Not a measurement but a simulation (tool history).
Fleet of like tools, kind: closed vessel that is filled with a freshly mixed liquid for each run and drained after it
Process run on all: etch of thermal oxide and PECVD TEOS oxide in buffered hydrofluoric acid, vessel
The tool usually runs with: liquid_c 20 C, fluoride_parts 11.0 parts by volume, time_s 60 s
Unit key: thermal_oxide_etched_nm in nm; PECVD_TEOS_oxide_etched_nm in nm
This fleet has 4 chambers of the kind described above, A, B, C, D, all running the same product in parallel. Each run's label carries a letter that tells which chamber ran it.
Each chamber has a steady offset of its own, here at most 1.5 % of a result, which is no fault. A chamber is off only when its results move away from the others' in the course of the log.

run   hour  liquid_c  fluoride_parts  time_s  read-back film thickness of the thermal oxide reference wafer, read on the same gauge (nm)  read-back film thickness of the PECVD TEOS oxide reference wafer, read on the same gauge (nm)  thermal_oxide_etched_nm  PECVD_TEOS_oxide_etched_nm
       6.8  -- chamber A: hydrofluoric acid flow meter replaced
 1A    8.2        20            11.0      60                                                                                      129.97                                                                                         39.963                   51.855                     168.080
 2C   17.4        20            11.0      60                                                                                      129.98                                                                                         40.005                   51.798                     166.910
 3B   26.0        20            11.0      60                                                                                      130.03                                                                                         40.011                   52.102                     167.770
 4D   36.1        20            11.0      60                                                                                      129.97                                                                                         40.020                   52.626                     166.930
 5C   46.1        20            11.0      60                                                                                      129.98                                                                                         39.972                   53.112                     168.790
 6D   56.6        20            11.0      60                                                                                      129.97                                                                                         40.014                   52.075                     166.650
 7A   64.0        20            11.0      60                                                                                      129.98                                                                                         39.992                   52.903                     167.200
 8B   74.6        20            11.0      60                                                                                      129.98                                                                                         40.012                   52.035                     168.980
 9A   87.1        20            11.0      60                                                                                      130.00                                                                                         39.999                   52.044                     166.920
10B   98.9        20            11.0      60                                                                                      130.01                                                                                         39.993                   52.247                     167.110
11D  111.7        20             8.0      60                                                                                      130.01                                                                                         39.994                   70.051                     221.830
12C  122.7        20             8.0      60                                                                                      129.98                                                                                         40.026                   69.416                     224.730
13C  131.1        20             8.0      60                                                                                      129.97                                                                                         39.984                   70.650                     223.810
14B  143.2        20             8.0      60                                                                                      129.98                                                                                         40.010                   67.685                     223.420
15D  156.7        20            11.0      60                                                                                      130.00                                                                                         39.997                   52.868                     165.710
16A  165.6        20            11.0      60                                                                                      129.98                                                                                         39.974                   53.085                     167.370
17A  174.7        20            11.0      60                                                                                      130.02                                                                                         39.998                   52.659                     168.510
18C  188.6        20            11.0      60                                                                                      130.01                                                                                         39.980                   52.613                     168.280
19B  195.1        20            11.0      60                                                                                      130.00                                                                                         40.016                   51.800                     167.690
20D  208.3        20            11.0      60                                                                                      130.03                                                                                         40.014                   51.676                     167.120
21D  216.6        20            11.0      60                                                                                      130.05                                                                                         39.984                   51.611                     166.060
22C  223.8        20            11.0      60                                                                                      130.02                                                                                         40.010                   53.221                     168.420
23B  233.1        20            11.0      60                                                                                      129.98                                                                                         39.994                   51.319                     167.440
     242.8  -- chamber B: thermometer replaced
24A  244.3        20            15.5      45                                                                                      130.01                                                                                         40.004                   28.464                      89.650
25A  256.5        20            15.5      45                                                                                      130.00                                                                                         40.009                   27.916                      89.826
26C  265.4        20            15.5      45                                                                                      129.99                                                                                         40.001                   28.197                      89.707
27B  274.7        20            15.5      45                                                                                      129.98                                                                                         39.983                   27.296                      89.509

The same settings go to every chamber for the next run, one line per chamber below. Forecast the results for each:
28A  285.2        20             9.0      60                                                                                                                                                                                                                   ?                           ?
28B  285.2        20             9.0      60                                                                                                                                                                                                                   ?                           ?
28C  285.2        20             9.0      60                                                                                                                                                                                                                   ?                           ?
28D  285.2        20             9.0      60                                                                                                                                                                                                                   ?                           ?

run  thermal_oxide_etched_nm  PECVD_TEOS_oxide_etched_nm
28A                   62.059                     198.010
28B                   60.500                     196.790
28C                   61.187                     197.600
28D                   61.812                     195.240
